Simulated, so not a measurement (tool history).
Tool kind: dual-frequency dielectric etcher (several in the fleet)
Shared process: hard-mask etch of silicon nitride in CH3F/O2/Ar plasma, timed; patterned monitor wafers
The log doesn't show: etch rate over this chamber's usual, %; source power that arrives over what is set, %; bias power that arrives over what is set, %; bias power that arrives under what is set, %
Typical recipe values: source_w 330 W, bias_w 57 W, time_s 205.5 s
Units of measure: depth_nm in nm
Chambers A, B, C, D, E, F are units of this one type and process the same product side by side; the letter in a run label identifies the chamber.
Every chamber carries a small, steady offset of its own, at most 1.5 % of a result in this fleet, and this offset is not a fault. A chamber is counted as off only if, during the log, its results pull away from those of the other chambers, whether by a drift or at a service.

run	hour	source_w	bias_w	time_s	hours since the last wet clean	hours since the last source power generator calibration	hours since the last bias power generator calibration	read-back reference wafer on the same gauge, depth_nm	depth_nm
# hour 1.3: chamber B: wet clean of the chamber
1D	9	330	57	205.5	144	2540.4	3402.6	101.01	122.41
2E	25.2	330	57	205.5	87.3	4494.9	815	101	124.15
3C	41.1	330	57	205.5	374.2	1002.7	773.1	100.99	122.67
4F	48.6	330	57	205.5	376	3781.2	3583.9	100.99	122.22
5B	58.6	330	57	205.5	57.3	1904.1	288.2	100.95	124.28
6A	73.5	350	57	205.5	175.3	1397.3	1025.9	100.97	125.72
7E	83.2	350	57	205.5	145.3	4552.9	873	100.96	125.85
8D	98.1	350	57	205.5	233.1	2629.5	3491.7	100.98	125.26
9A	110.8	350	57	205.5	212.6	1434.6	1063.2	101	125.2
# hour 118.4: chamber D: bias power generator calibrated
10B	121.3	350	57	205.5	120	1966.8	350.9	101	126.71
11F	134.9	350	57	205.5	462.3	3867.5	3670.2	100.98	125.06
12C	146.7	330	57	205.5	479.8	1108.3	878.7	100.95	122.54
13A	159.1	330	45	176.5	260.9	1482.9	1111.5	101.07	98.437
14B	168.3	330	45	176.5	167	2013.8	397.9	100.94	99.051
15D	180.2	330	45	176.5	315.2	2711.6	61.8	100.99	98.432
16F	189.9	330	45	176.5	517.3	3922.5	3725.2	101	96.649
17C	204.8	330	45	176.5	537.9	1166.4	936.8	101.05	97.101
18E	214.3	330	45	176.5	276.4	4684	1004.1	101	98.327
# hour 217.9: chamber C: wet clean of the chamber
19D	229.3	330	57	205.5	364.3	2760.7	110.9	100.92	123.51
20F	245.3	330	57	205.5	572.7	3977.9	3780.6	100.97	121.85
# hour 254.6: chamber F: wet clean of the chamber
21A	260.3	330	57	205.5	362.1	1584.1	1212.7	101.01	124.05
22C	269	330	57	205.5	51.2	1230.6	1001	100.98	122.2
23E	279.6	330	57	248	341.7	4749.3	1069.4	101	149.18
24B	290.5	330	57	248	289.2	2136	520.1	100.99	148.6
25A	300.3	330	57	248	402.1	1624.1	1252.7	100.93	149.75
26D	307.6	330	57	248	442.6	2839	189.2	101.01	148.69
27E	315.3	330	57	248	377.4	4785	1105.1	100.94	149.8
28F	324.7	330	57	248	70.2	4057.3	3860	101.06	147.22
29C	337.6	330	57	205.5	119.8	1299.2	1069.6	101.04	122.82
30B	351	330	57	205.5	349.7	2196.5	580.6	101.02	123.71
31B	359.8	330	57	205.5	358.5	2205.3	589.4	101	124.57
# hour 367.2: chamber E: wet clean of the chamber
32F	370	330	57	205.5	115.5	4102.6	3905.3	101.01	122.33
33E	382.2	330	57	205.5	15.1	4851.9	1172	100.97	122.8
# hour 390.3: chamber D: wet clean of the chamber
34D	390.7	330	57	205.5	0.4	2922.1	272.3	101.09	122.75
35C	406.7	330	57	205.5	188.9	1368.3	1138.7	101.04	121.89
36A	421.2	330	57	205.5	523	1745	1373.6	101.02	126.37
37D	432.1	330	57	205.5	41.8	2963.5	313.7	100.97	122.7
38E	443.3	330	57	205.5	76.2	4913	1233.1	101	123.65

Decide between three cases: one chamber stands off from its peers, the gauge reading all wafers drifts, or nothing is wrong past each chamber's small offset. Where a chamber is off, say which and what most likely put it there.

Little by little, chamber A moves away from the other chambers.
What lies behind it: etch rate over this chamber's usual, % = 3.26.

Below are 4 candidate recipes for chamber A's next run, each the usual settings with a change, their results shown as question marks. Which of them brings A's results back in line with what the other chambers give on the usual settings?
In-line tolerance around the mean of the other chambers on the usual settings: depth_nm 1.2 nm
39A-1	455.1	300	53	205.5					?
39A-2	455.1	330	57	200					?
39A-3	455.1	330	58	216.5					?
39A-4	455.1	330	57	210.5					?

Mean of the other chambers on the usual settings: depth_nm 123.03 nm
run	depth_nm
39A-1	118.93
39A-2	123
39A-3	133.91
39A-4	129.46
It is 39A-2 that realigns the chamber with its peers.
